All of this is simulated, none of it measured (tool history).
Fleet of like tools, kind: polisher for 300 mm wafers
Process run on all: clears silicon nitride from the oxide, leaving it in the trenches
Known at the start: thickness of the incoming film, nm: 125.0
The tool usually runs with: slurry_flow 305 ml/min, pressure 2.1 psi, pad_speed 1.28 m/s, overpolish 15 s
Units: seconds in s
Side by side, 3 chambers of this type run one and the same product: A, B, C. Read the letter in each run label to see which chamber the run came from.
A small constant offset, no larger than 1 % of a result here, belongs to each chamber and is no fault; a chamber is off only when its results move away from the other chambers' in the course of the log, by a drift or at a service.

run,hour,slurry_flow,pressure,pad_speed,overpolish,wafers polished on this pad,hours since the slurry nozzle was cleaned,hours since the head pressure was calibrated,seconds
1A,5.4,305,2.1,1.28,15,434,47.5,27.7,154.33
2C,10.7,305,2.1,1.28,15,476,149.8,132.2,155.83
3B,20.3,305,2.1,1.28,15,478,199.1,187.6,152.74
4C,28.0,305,2.1,1.28,15,637,167.1,149.5,154.23
5B,33.2,305,2.1,1.28,15,599,212.0,200.5,156.08
6A,42.4,305,2.1,1.28,15,780,84.5,64.7,154.51
7A,50.2,305,2.1,1.28,15,852,92.3,72.5,154.37
8B,56.2,305,2.1,1.28,15,813,235.0,223.5,156.04
9C,63.7,305,2.1,1.28,15,971,202.8,185.2,155.37
10A,70.3,305,2.1,1.28,15,1040,112.4,92.6,154.59
# hour 76.9: chamber B: worn pad replaced by a new one
# hour 78.0: chamber B: slurry nozzle cleaned
11C,81.3,305,2.1,1.28,15,1135,220.4,202.8,156.82
12B,91.9,305,2.1,1.28,15,141,14.0,259.2,155.99
13A,96.8,305,2.1,1.28,15,1288,138.9,119.1,151.23
14C,105.6,305,2.1,1.28,15,1362,244.7,227.1,160.55
# hour 106.4: chamber C: slurry nozzle cleaned
# hour 107.8: chamber A: worn pad replaced by a new one
15B,115.1,360,2.1,1.48,15,357,37.2,282.4,133.52
16C,124.5,360,2.1,1.48,15,1539,18.1,246.0,136.23
17A,135.4,360,2.1,1.48,15,258,177.5,157.7,130.69
18B,145.8,305,2.1,1.58,15,644,67.9,313.1,125.80
19A,151.3,305,2.1,1.58,15,406,193.4,173.6,124.09
20C,156.3,305,2.1,1.58,15,1836,49.9,277.8,129.34
21B,163.0,305,2.1,1.28,15,805,85.1,330.3,154.55
22C,170.4,305,1.9,1.28,15,1967,64.0,291.9,182.98
23A,181.2,305,1.9,1.28,15,686,223.3,203.5,169.21
24B,186.7,305,1.9,1.28,15,1026,108.8,354.0,171.36
# hour 189.1: chamber A: slurry nozzle cleaned
25A,196.7,305,2.1,1.28,15,830,7.6,219.0,154.23
26C,206.8,305,2.1,1.28,15,2307,100.4,328.3,163.70
# hour 208.6: chamber B: worn pad replaced by a new one
27B,213.3,305,2.1,1.28,15,44,135.4,380.6,153.28
28C,223.2,305,2.1,1.28,15,2461,116.8,344.7,165.26
29A,231.0,305,2.1,1.28,15,1151,41.9,253.3,155.58
30B,237.1,305,2.1,1.28,15,266,159.2,404.4,153.47
31C,242.0,305,2.1,1.28,15,2636,135.6,363.5,167.29
32B,247.0,305,2.1,1.28,15,359,169.1,414.3,154.89
33A,252.7,305,2.1,1.28,15,1353,63.6,275.0,154.17
# hour 256.4: chamber A: worn pad replaced by a new one
34A,263.2,305,2.1,1.28,10,64,74.1,285.5,153.83
35B,271.9,305,2.1,1.28,10,591,194.0,439.2,153.74

Each of the 3 chambers runs these same settings next. Fill in every chamber's results:
36A,280.0,350,2.1,1.28,15,,,,?
36B,280.0,350,2.1,1.28,15,,,,?
36C,280.0,350,2.1,1.28,15,,,,?

run,seconds
36A,152.34
36B,153.86
36C,165.78
